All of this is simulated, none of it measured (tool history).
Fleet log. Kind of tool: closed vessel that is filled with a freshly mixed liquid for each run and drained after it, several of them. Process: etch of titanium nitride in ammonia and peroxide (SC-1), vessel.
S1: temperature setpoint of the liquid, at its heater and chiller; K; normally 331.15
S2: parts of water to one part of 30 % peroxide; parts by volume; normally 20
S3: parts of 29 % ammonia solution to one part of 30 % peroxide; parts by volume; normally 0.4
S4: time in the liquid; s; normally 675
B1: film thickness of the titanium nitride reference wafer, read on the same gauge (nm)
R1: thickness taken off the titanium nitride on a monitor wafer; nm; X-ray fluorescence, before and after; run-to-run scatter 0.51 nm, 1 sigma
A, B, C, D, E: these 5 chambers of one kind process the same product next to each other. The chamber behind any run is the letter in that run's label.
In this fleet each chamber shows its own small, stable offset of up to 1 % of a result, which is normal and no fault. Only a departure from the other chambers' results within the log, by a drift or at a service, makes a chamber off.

{"run": "1B", "day": 0.221, "S1": 331.15, "S2": 20, "S3": 0.4, "S4": 675, "B1": 29.975, "R1": 50.114}
{"day": 0.308, "done": "chamber D: new drum of ammonia solution connected"}
{"run": "2E", "day": 0.417, "S1": 331.15, "S2": 20, "S3": 0.4, "S4": 675, "B1": 30.063, "R1": 51.343}
{"run": "3C", "day": 0.583, "S1": 331.15, "S2": 20, "S3": 0.4, "S4": 675, "B1": 30.016, "R1": 52.345}
{"run": "4D", "day": 0.871, "S1": 331.15, "S2": 20, "S3": 0.4, "S4": 675, "B1": 29.996, "R1": 52.768}
{"run": "5A", "day": 1.121, "S1": 331.15, "S2": 20, "S3": 0.4, "S4": 675, "B1": 29.976, "R1": 50.722}
{"run": "6D", "day": 1.267, "S1": 331.15, "S2": 20, "S3": 0.4, "S4": 675, "B1": 29.94, "R1": 51}
{"run": "7E", "day": 1.421, "S1": 331.15, "S2": 20, "S3": 0.4, "S4": 675, "B1": 29.983, "R1": 51.528}
{"run": "8B", "day": 1.662, "S1": 331.15, "S2": 20, "S3": 0.4, "S4": 675, "B1": 29.999, "R1": 50.673}
{"run": "9C", "day": 1.962, "S1": 331.15, "S2": 20, "S3": 0.4, "S4": 675, "B1": 29.975, "R1": 50.974}
{"run": "10A", "day": 2.246, "S1": 331.15, "S2": 20, "S3": 0.4, "S4": 675, "B1": 30.043, "R1": 51.142}
{"run": "11D", "day": 2.558, "S1": 331.15, "S2": 20, "S3": 0.4, "S4": 675, "B1": 30.031, "R1": 51.75}
{"run": "12C", "day": 2.746, "S1": 331.15, "S2": 20, "S3": 0.4, "S4": 675, "B1": 29.949, "R1": 51.286}
{"run": "13A", "day": 3.042, "S1": 337.65, "S2": 20, "S3": 0.4, "S4": 925, "B1": 30.027, "R1": 105.94}
{"run": "14E", "day": 3.321, "S1": 337.65, "S2": 20, "S3": 0.4, "S4": 925, "B1": 30.014, "R1": 107.96}
{"run": "15B", "day": 3.633, "S1": 337.65, "S2": 20, "S3": 0.4, "S4": 925, "B1": 30.021, "R1": 106.86}
{"run": "16A", "day": 3.8, "S1": 337.65, "S2": 20, "S3": 0.4, "S4": 925, "B1": 29.972, "R1": 105.92}
{"day": 3.917, "done": "chamber A: thermometer replaced"}
{"run": "17B", "day": 4.033, "S1": 337.65, "S2": 20, "S3": 0.4, "S4": 925, "B1": 30.015, "R1": 109.42}
{"run": "18C", "day": 4.188, "S1": 331.15, "S2": 20, "S3": 0.4, "S4": 675, "B1": 29.978, "R1": 50.818}
{"run": "19D", "day": 4.375, "S1": 331.15, "S2": 20, "S3": 0.4, "S4": 675, "B1": 30.009, "R1": 51.218}
{"run": "20E", "day": 4.638, "S1": 331.15, "S2": 20, "S3": 0.4, "S4": 675, "B1": 29.977, "R1": 51.276}
{"run": "21C", "day": 4.838, "S1": 334.15, "S2": 20, "S3": 0.4, "S4": 675, "B1": 30.012, "R1": 62.434}
{"day": 4.95, "done": "chamber A: new drum of ammonia solution connected"}
{"run": "22D", "day": 4.988, "S1": 334.15, "S2": 20, "S3": 0.4, "S4": 675, "B1": 30.026, "R1": 64.363}
{"day": 5.112, "done": "chamber B: new drum of ammonia solution connected"}
{"run": "23B", "day": 5.212, "S1": 334.15, "S2": 20, "S3": 0.4, "S4": 675, "B1": 30.001, "R1": 62.386}
{"run": "24E", "day": 5.533, "S1": 334.15, "S2": 20, "S3": 0.4, "S4": 675, "B1": 29.993, "R1": 63.528}
{"run": "25A", "day": 5.779, "S1": 334.15, "S2": 20, "S3": 0.4, "S4": 675, "B1": 30.006, "R1": 61.635}
{"run": "26E", "day": 5.929, "S1": 331.15, "S2": 20, "S3": 0.4, "S4": 675, "B1": 30.012, "R1": 51.564}
{"run": "27B", "day": 6.167, "S1": 337.65, "S2": 14.5, "S3": 0.4, "S4": 675, "B1": 30.001, "R1": 93.979}
{"run": "28C", "day": 6.379, "S1": 337.65, "S2": 14.5, "S3": 0.4, "S4": 675, "B1": 30.011, "R1": 93.195}
{"run": "29A", "day": 6.6, "S1": 337.65, "S2": 14.5, "S3": 0.4, "S4": 675, "B1": 29.995, "R1": 93.599}
{"run": "30D", "day": 6.838, "S1": 337.65, "S2": 14.5, "S3": 0.4, "S4": 675, "B1": 30.007, "R1": 99.496}
{"run": "31D", "day": 7.096, "S1": 337.65, "S2": 14.5, "S3": 0.4, "S4": 675, "B1": 29.979, "R1": 99.673}
{"run": "32B", "day": 7.271, "S1": 331.15, "S2": 20, "S3": 0.4, "S4": 675, "B1": 29.998, "R1": 50.887}
{"run": "33A", "day": 7.479, "S1": 331.15, "S2": 20, "S3": 0.4, "S4": 675, "B1": 29.989, "R1": 50.698}
{"run": "34C", "day": 7.779, "S1": 331.15, "S2": 20, "S3": 0.4, "S4": 675, "B1": 30.005, "R1": 51.16}
{"run": "35E", "day": 7.979, "S1": 331.15, "S2": 20, "S3": 0.4, "S4": 675, "B1": 30.006, "R1": 52.088}
{"run": "36B", "day": 8.262, "S1": 331.15, "S2": 27.5, "S3": 0.35, "S4": 675, "B1": 30.043, "R1": 41.88}
{"run": "37A", "day": 8.546, "S1": 331.15, "S2": 27.5, "S3": 0.35, "S4": 675, "B1": 29.955, "R1": 41.011}
{"run": "38C", "day": 8.854, "S1": 331.15, "S2": 27.5, "S3": 0.35, "S4": 675, "B1": 29.973, "R1": 41.422}
{"run": "39D", "day": 9.104, "S1": 331.15, "S2": 27.5, "S3": 0.35, "S4": 675, "B1": 30.036, "R1": 45.553}

One chamber off, gauge drift, or nothing amiss beyond the chambers' own small offsets? If it is a chamber, which one, and what is the likeliest cause?

One chamber, D, drifts off from the rest bit by bit.
Most likely cause: liquid hotter than its thermometer reads (K) = 1.56.

Below are 4 candidate recipes for chamber D's next run, each the usual settings with a change, their results shown as question marks. Which of them brings D's results back in line with what the other chambers give on the usual settings?
In-line tolerance around the mean of the other chambers on the usual settings: R1 1.8 nm
{"run": "40D-1", "day": 9.333, "S1": 332.65, "S2": 19.5, "S3": 0.4, "S4": 720, "R1": "?"}
{"run": "40D-2", "day": 9.333, "S1": 329.65, "S2": 20.5, "S3": 0.4, "S4": 630, "R1": "?"}
{"run": "40D-3", "day": 9.333, "S1": 331.15, "S2": 20, "S3": 0.4, "S4": 605, "R1": "?"}
{"run": "40D-4", "day": 9.333, "S1": 331.15, "S2": 20, "S3": 0.4, "S4": 745, "R1": "?"}

What the other chambers average on the usual settings: R1 51.265 nm
run=40D-1 R1=68.257
run=40D-2 R1=47.717
run=40D-3 R1=51.263
run=40D-4 R1=63.126
The answer is 40D-3, which returns the chamber to within the allowed miss of the others.
